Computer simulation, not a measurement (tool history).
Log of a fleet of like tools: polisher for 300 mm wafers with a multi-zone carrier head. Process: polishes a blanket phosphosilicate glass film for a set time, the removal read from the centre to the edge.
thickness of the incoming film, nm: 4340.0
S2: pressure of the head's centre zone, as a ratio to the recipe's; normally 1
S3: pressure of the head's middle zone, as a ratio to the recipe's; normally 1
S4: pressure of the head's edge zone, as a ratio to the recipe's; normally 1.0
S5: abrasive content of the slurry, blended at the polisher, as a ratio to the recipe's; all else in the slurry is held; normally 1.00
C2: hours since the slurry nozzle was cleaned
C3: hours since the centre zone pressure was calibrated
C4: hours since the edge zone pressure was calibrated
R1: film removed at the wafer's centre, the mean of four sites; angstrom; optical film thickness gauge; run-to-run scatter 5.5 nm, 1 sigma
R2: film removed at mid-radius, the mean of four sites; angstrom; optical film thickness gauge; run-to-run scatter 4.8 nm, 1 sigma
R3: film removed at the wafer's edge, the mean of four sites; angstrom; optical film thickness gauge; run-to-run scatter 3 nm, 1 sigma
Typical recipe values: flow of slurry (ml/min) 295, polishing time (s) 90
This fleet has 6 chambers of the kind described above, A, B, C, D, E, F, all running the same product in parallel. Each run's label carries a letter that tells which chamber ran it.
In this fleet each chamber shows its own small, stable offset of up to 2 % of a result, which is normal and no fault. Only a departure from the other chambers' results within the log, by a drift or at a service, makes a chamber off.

{"day": 0.167, "done": "chamber D: worn pad replaced by a new one"}
{"run": "1B", "day": 0.183, "flow of slurry (ml/min)": 295, "S2": 1, "S3": 1, "S4": 1.0, "S5": 1.0, "polishing time (s)": 90, "wafers polished on this pad": 492, "C2": 273.6, "C3": 123.4, "C4": 154.9, "R1": 3946.4, "R2": 3830.1, "R3": 3948.2}
{"run": "2F", "day": 0.388, "flow of slurry (ml/min)": 295, "S2": 1, "S3": 1, "S4": 1.0, "S5": 1.0, "polishing time (s)": 90, "wafers polished on this pad": 857, "C2": 230.5, "C3": 107.6, "C4": 1008.3, "R1": 3970.3, "R2": 3929.9, "R3": 3884.8}
{"day": 0.446, "done": "chamber E: slurry nozzle cleaned"}
{"run": "3C", "day": 0.558, "flow of slurry (ml/min)": 295, "S2": 1, "S3": 1, "S4": 1.0, "S5": 1.0, "polishing time (s)": 90, "wafers polished on this pad": 199, "C2": 731.4, "C3": 621.0, "C4": 102.1, "R1": 3952.3, "R2": 3923.3, "R3": 3882.7}
{"run": "4A", "day": 0.671, "flow of slurry (ml/min)": 295, "S2": 1, "S3": 1, "S4": 1.0, "S5": 1.0, "polishing time (s)": 90, "wafers polished on this pad": 263, "C2": 263.8, "C3": 335.1, "C4": 687.2, "R1": 3929.2, "R2": 3883.2, "R3": 3896.3}
{"run": "5D", "day": 0.779, "flow of slurry (ml/min)": 295, "S2": 1, "S3": 1, "S4": 1.0, "S5": 1.0, "polishing time (s)": 90, "wafers polished on this pad": 124, "C2": 20.2, "C3": 392.9, "C4": 457.2, "R1": 3941.0, "R2": 4001.5, "R3": 3958.6}
{"run": "6E", "day": 0.883, "flow of slurry (ml/min)": 390, "S2": 1, "S3": 1, "S4": 1.0, "S5": 0.8, "polishing time (s)": 90, "wafers polished on this pad": 599, "C2": 10.5, "C3": 866.2, "C4": 985.2, "R1": 3714.6, "R2": 3674.7, "R3": 3595.8}
{"run": "7D", "day": 1.033, "flow of slurry (ml/min)": 390, "S2": 1, "S3": 1, "S4": 1.0, "S5": 0.8, "polishing time (s)": 90, "wafers polished on this pad": 175, "C2": 26.3, "C3": 399.0, "C4": 463.3, "R1": 3666.5, "R2": 3614.7, "R3": 3659.2}
{"day": 1.083, "done": "chamber B: worn pad replaced by a new one"}
{"run": "8B", "day": 1.175, "flow of slurry (ml/min)": 390, "S2": 1, "S3": 1, "S4": 1.0, "S5": 0.8, "polishing time (s)": 90, "wafers polished on this pad": 19, "C2": 297.4, "C3": 147.2, "C4": 178.7, "R1": 3697.0, "R2": 3603.9, "R3": 3615.1}
{"run": "9F", "day": 1.3, "flow of slurry (ml/min)": 390, "S2": 1, "S3": 1, "S4": 1.0, "S5": 0.8, "polishing time (s)": 90, "wafers polished on this pad": 1042, "C2": 252.4, "C3": 129.5, "C4": 1030.2, "R1": 3593.9, "R2": 3537.5, "R3": 3526.8}
{"run": "10E", "day": 1.458, "flow of slurry (ml/min)": 390, "S2": 1, "S3": 1, "S4": 1.0, "S5": 0.8, "polishing time (s)": 90, "wafers polished on this pad": 715, "C2": 24.3, "C3": 880.0, "C4": 999.0, "R1": 3664.6, "R2": 3755.0, "R3": 3665.1}
{"run": "11A", "day": 1.558, "flow of slurry (ml/min)": 390, "S2": 1, "S3": 1, "S4": 1.0, "S5": 0.8, "polishing time (s)": 90, "wafers polished on this pad": 443, "C2": 285.1, "C3": 356.4, "C4": 708.5, "R1": 3682.6, "R2": 3541.4, "R3": 3585.5}
{"run": "12C", "day": 1.767, "flow of slurry (ml/min)": 295, "S2": 1, "S3": 1, "S4": 1.0, "S5": 1.0, "polishing time (s)": 90, "wafers polished on this pad": 444, "C2": 760.4, "C3": 650.0, "C4": 131.1, "R1": 3946.8, "R2": 4046.3, "R3": 3979.8}
{"run": "13C", "day": 1.962, "flow of slurry (ml/min)": 295, "S2": 1, "S3": 1, "S4": 1.0, "S5": 1.0, "polishing time (s)": 90, "wafers polished on this pad": 484, "C2": 765.1, "C3": 654.7, "C4": 135.8, "R1": 3986.1, "R2": 3966.9, "R3": 3964.9}
{"run": "14A", "day": 2.112, "flow of slurry (ml/min)": 295, "S2": 1, "S3": 1, "S4": 1.0, "S5": 1.0, "polishing time (s)": 90, "wafers polished on this pad": 556, "C2": 298.4, "C3": 369.7, "C4": 721.8, "R1": 3932.6, "R2": 3860.3, "R3": 3911.3}
{"day": 2.196, "done": "chamber F: worn pad replaced by a new one"}
{"day": 2.229, "done": "chamber C: worn pad replaced by a new one"}
{"run": "15E", "day": 2.312, "flow of slurry (ml/min)": 295, "S2": 1, "S3": 1, "S4": 1.0, "S5": 1.0, "polishing time (s)": 90, "wafers polished on this pad": 889, "C2": 44.8, "C3": 900.5, "C4": 1019.5, "R1": 3909.7, "R2": 3993.5, "R3": 4023.3}
{"day": 2.346, "done": "chamber A: worn pad replaced by a new one"}
{"run": "16D", "day": 2.433, "flow of slurry (ml/min)": 295, "S2": 1, "S3": 1, "S4": 1.1, "S5": 1.0, "polishing time (s)": 90, "wafers polished on this pad": 459, "C2": 59.9, "C3": 432.6, "C4": 496.9, "R1": 3863.3, "R2": 3926.9, "R3": 4169.3}
{"day": 2.442, "done": "chamber E: worn pad replaced by a new one"}
{"run": "17B", "day": 2.608, "flow of slurry (ml/min)": 295, "S2": 1, "S3": 1, "S4": 1.1, "S5": 1.0, "polishing time (s)": 90, "wafers polished on this pad": 309, "C2": 331.8, "C3": 181.6, "C4": 213.1, "R1": 3856.7, "R2": 3900.4, "R3": 4143.4}
{"run": "18F", "day": 2.704, "flow of slurry (ml/min)": 295, "S2": 1, "S3": 1, "S4": 1.1, "S5": 1.0, "polishing time (s)": 90, "wafers polished on this pad": 103, "C2": 286.1, "C3": 163.2, "C4": 1063.9, "R1": 3906.4, "R2": 3934.1, "R3": 4106.5}
{"run": "19D", "day": 2.879, "flow of slurry (ml/min)": 295, "S2": 1, "S3": 1, "S4": 1.1, "S5": 1.0, "polishing time (s)": 90, "wafers polished on this pad": 550, "C2": 70.6, "C3": 443.3, "C4": 507.6, "R1": 3780.7, "R2": 3942.4, "R3": 4141.7}
{"day": 3.008, "done": "chamber D: worn pad replaced by a new one"}
{"run": "20B", "day": 3.062, "flow of slurry (ml/min)": 295, "S2": 1, "S3": 1, "S4": 1.1, "S5": 1.0, "polishing time (s)": 90, "wafers polished on this pad": 401, "C2": 342.7, "C3": 192.5, "C4": 224.0, "R1": 4063.0, "R2": 3893.1, "R3": 4173.4}
{"run": "21F", "day": 3.2, "flow of slurry (ml/min)": 295, "S2": 1, "S3": 1, "S4": 1.1, "S5": 1.0, "polishing time (s)": 90, "wafers polished on this pad": 203, "C2": 298.0, "C3": 175.1, "C4": 1075.8, "R1": 3955.0, "R2": 3978.2, "R3": 4147.6}
{"run": "22A", "day": 3.362, "flow of slurry (ml/min)": 295, "S2": 1, "S3": 1, "S4": 1.0, "S5": 1.0, "polishing time (s)": 90, "wafers polished on this pad": 206, "C2": 328.4, "C3": 399.7, "C4": 751.8, "R1": 3917.9, "R2": 3981.5, "R3": 3899.4}
{"run": "23C", "day": 3.483, "flow of slurry (ml/min)": 295, "S2": 1, "S3": 1, "S4": 1.0, "S5": 1.0, "polishing time (s)": 90, "wafers polished on this pad": 254, "C2": 801.6, "C3": 691.2, "C4": 172.3, "R1": 3963.8, "R2": 3906.5, "R3": 3969.7}
{"run": "24E", "day": 3.646, "flow of slurry (ml/min)": 330, "S2": 1, "S3": 1, "S4": 1.0, "S5": 1.0, "polishing time (s)": 111, "wafers polished on this pad": 244, "C2": 76.8, "C3": 932.5, "C4": 1051.5, "R1": 5056.4, "R2": 4996.2, "R3": 5029.1}
{"run": "25E", "day": 3.808, "flow of slurry (ml/min)": 330, "S2": 1, "S3": 1, "S4": 1.0, "S5": 1.0, "polishing time (s)": 111, "wafers polished on this pad": 277, "C2": 80.7, "C3": 936.4, "C4": 1055.4, "R1": 4956.4, "R2": 4864.0, "R3": 5039.1}
{"day": 3.871, "done": "chamber F: slurry nozzle cleaned"}
{"run": "26C", "day": 3.904, "flow of slurry (ml/min)": 330, "S2": 1, "S3": 1, "S4": 1.0, "S5": 1.0, "polishing time (s)": 111, "wafers polished on this pad": 339, "C2": 811.7, "C3": 701.3, "C4": 182.4, "R1": 4863.7, "R2": 4885.7, "R3": 4918.0}
{"day": 4.017, "done": "chamber B: worn pad replaced by a new one"}
{"run": "27A", "day": 4.1, "flow of slurry (ml/min)": 330, "S2": 1, "S3": 1, "S4": 1.0, "S5": 1.0, "polishing time (s)": 111, "wafers polished on this pad": 355, "C2": 346.1, "C3": 417.4, "C4": 769.5, "R1": 4862.3, "R2": 4908.6, "R3": 4959.8}
{"run": "28B", "day": 4.242, "flow of slurry (ml/min)": 330, "S2": 1, "S3": 1, "S4": 1.0, "S5": 1.0, "polishing time (s)": 111, "wafers polished on this pad": 45, "C2": 371.0, "C3": 220.8, "C4": 252.3, "R1": 4979.5, "R2": 4965.0, "R3": 4907.7}
{"run": "29F", "day": 4.425, "flow of slurry (ml/min)": 330, "S2": 1, "S3": 1, "S4": 1.0, "S5": 1.0, "polishing time (s)": 111, "wafers polished on this pad": 452, "C2": 13.4, "C3": 204.5, "C4": 1105.2, "R1": 4892.8, "R2": 4875.8, "R3": 4837.9}
{"run": "30D", "day": 4.608, "flow of slurry (ml/min)": 295, "S2": 1, "S3": 1, "S4": 1.0, "S5": 1.0, "polishing time (s)": 90, "wafers polished on this pad": 324, "C2": 112.1, "C3": 484.8, "C4": 549.1, "R1": 3667.6, "R2": 3886.8, "R3": 3931.1}
{"run": "31B", "day": 4.812, "flow of slurry (ml/min)": 375, "S2": 1, "S3": 1, "S4": 1.0, "S5": 1.2, "polishing time (s)": 90, "wafers polished on this pad": 161, "C2": 384.7, "C3": 234.5, "C4": 266.0, "R1": 4408.5, "R2": 4279.1, "R3": 4282.7}
{"day": 4.871, "done": "chamber C: worn pad replaced by a new one"}
{"run": "32D", "day": 4.988, "flow of slurry (ml/min)": 375, "S2": 1, "S3": 1, "S4": 1.0, "S5": 1.2, "polishing time (s)": 90, "wafers polished on this pad": 401, "C2": 121.2, "C3": 493.9, "C4": 558.2, "R1": 3938.4, "R2": 4421.1, "R3": 4344.7}
{"run": "33F", "day": 5.083, "flow of slurry (ml/min)": 375, "S2": 1, "S3": 1, "S4": 1.0, "S5": 1.2, "polishing time (s)": 90, "wafers polished on this pad": 585, "C2": 29.2, "C3": 220.3, "C4": 1121.0, "R1": 4358.1, "R2": 4376.9, "R3": 4334.7}
{"run": "34A", "day": 5.217, "flow of slurry (ml/min)": 375, "S2": 1, "S3": 1, "S4": 1.0, "S5": 1.2, "polishing time (s)": 90, "wafers polished on this pad": 582, "C2": 372.9, "C3": 444.2, "C4": 796.3, "R1": 4390.8, "R2": 4310.8, "R3": 4392.2}
{"run": "35E", "day": 5.329, "flow of slurry (ml/min)": 375, "S2": 1, "S3": 1, "S4": 1.0, "S5": 1.2, "polishing time (s)": 90, "wafers polished on this pad": 585, "C2": 117.2, "C3": 972.9, "C4": 1091.9, "R1": 4402.1, "R2": 4303.2, "R3": 4420.5}
{"run": "36C", "day": 5.429, "flow of slurry (ml/min)": 375, "S2": 1, "S3": 1, "S4": 1.0, "S5": 1.2, "polishing time (s)": 90, "wafers polished on this pad": 113, "C2": 848.3, "C3": 737.9, "C4": 219.0, "R1": 4450.0, "R2": 4383.3, "R3": 4417.5}
{"run": "37F", "day": 5.596, "flow of slurry (ml/min)": 295, "S2": 1, "S3": 1, "S4": 1.0, "S5": 1.0, "polishing time (s)": 90, "wafers polished on this pad": 689, "C2": 41.5, "C3": 232.6, "C4": 1133.3, "R1": 3890.0, "R2": 3850.4, "R3": 3939.4}
{"run": "38B", "day": 5.729, "flow of slurry (ml/min)": 295, "S2": 1, "S3": 1, "S4": 1.0, "S5": 1.0, "polishing time (s)": 90, "wafers polished on this pad": 347, "C2": 406.7, "C3": 256.5, "C4": 288.0, "R1": 3968.0, "R2": 3807.2, "R3": 3918.4}
{"run": "39A", "day": 5.921, "flow of slurry (ml/min)": 295, "S2": 1, "S3": 1, "S4": 1.0, "S5": 1.0, "polishing time (s)": 90, "wafers polished on this pad": 724, "C2": 389.8, "C3": 461.1, "C4": 813.2, "R1": 4028.6, "R2": 3891.6, "R3": 3912.1}
{"run": "40E", "day": 6.129, "flow of slurry (ml/min)": 295, "S2": 1, "S3": 1, "S4": 1.0, "S5": 1.15, "polishing time (s)": 113, "wafers polished on this pad": 747, "C2": 136.4, "C3": 992.1, "C4": 1111.1, "R1": 5204.5, "R2": 5286.1, "R3": 5336.5}

The same settings go to every chamber for the next run, one line per chamber below. Forecast the results for each:
{"run": "41A", "day": 6.279, "flow of slurry (ml/min)": 295, "S2": 1, "S3": 1, "S4": 1.0, "S5": 1.0, "polishing time (s)": 90, "R1": "?", "R2": "?", "R3": "?"}
{"run": "41B", "day": 6.279, "flow of slurry (ml/min)": 295, "S2": 1, "S3": 1, "S4": 1.0, "S5": 1.0, "polishing time (s)": 90, "R1": "?", "R2": "?", "R3": "?"}
{"run": "41C", "day": 6.279, "flow of slurry (ml/min)": 295, "S2": 1, "S3": 1, "S4": 1.0, "S5": 1.0, "polishing time (s)": 90, "R1": "?", "R2": "?", "R3": "?"}
{"run": "41D", "day": 6.279, "flow of slurry (ml/min)": 295, "S2": 1, "S3": 1, "S4": 1.0, "S5": 1.0, "polishing time (s)": 90, "R1": "?", "R2": "?", "R3": "?"}
{"run": "41E", "day": 6.279, "flow of slurry (ml/min)": 295, "S2": 1, "S3": 1, "S4": 1.0, "S5": 1.0, "polishing time (s)": 90, "R1": "?", "R2": "?", "R3": "?"}
{"run": "41F", "day": 6.279, "flow of slurry (ml/min)": 295, "S2": 1, "S3": 1, "S4": 1.0, "S5": 1.0, "polishing time (s)": 90, "R1": "?", "R2": "?", "R3": "?"}

run=41A R1=4030.8 R2=3923.9 R3=3943.8
run=41B R1=3871.9 R2=3810.2 R3=3893.2
run=41C R1=3938.6 R2=3896.8 R3=3953.8
run=41D R1=3427.0 R2=3876.1 R3=3983.7
run=41E R1=3954.2 R2=3974.2 R3=4028.1
run=41F R1=3869.8 R2=3951.8 R3=3885.2
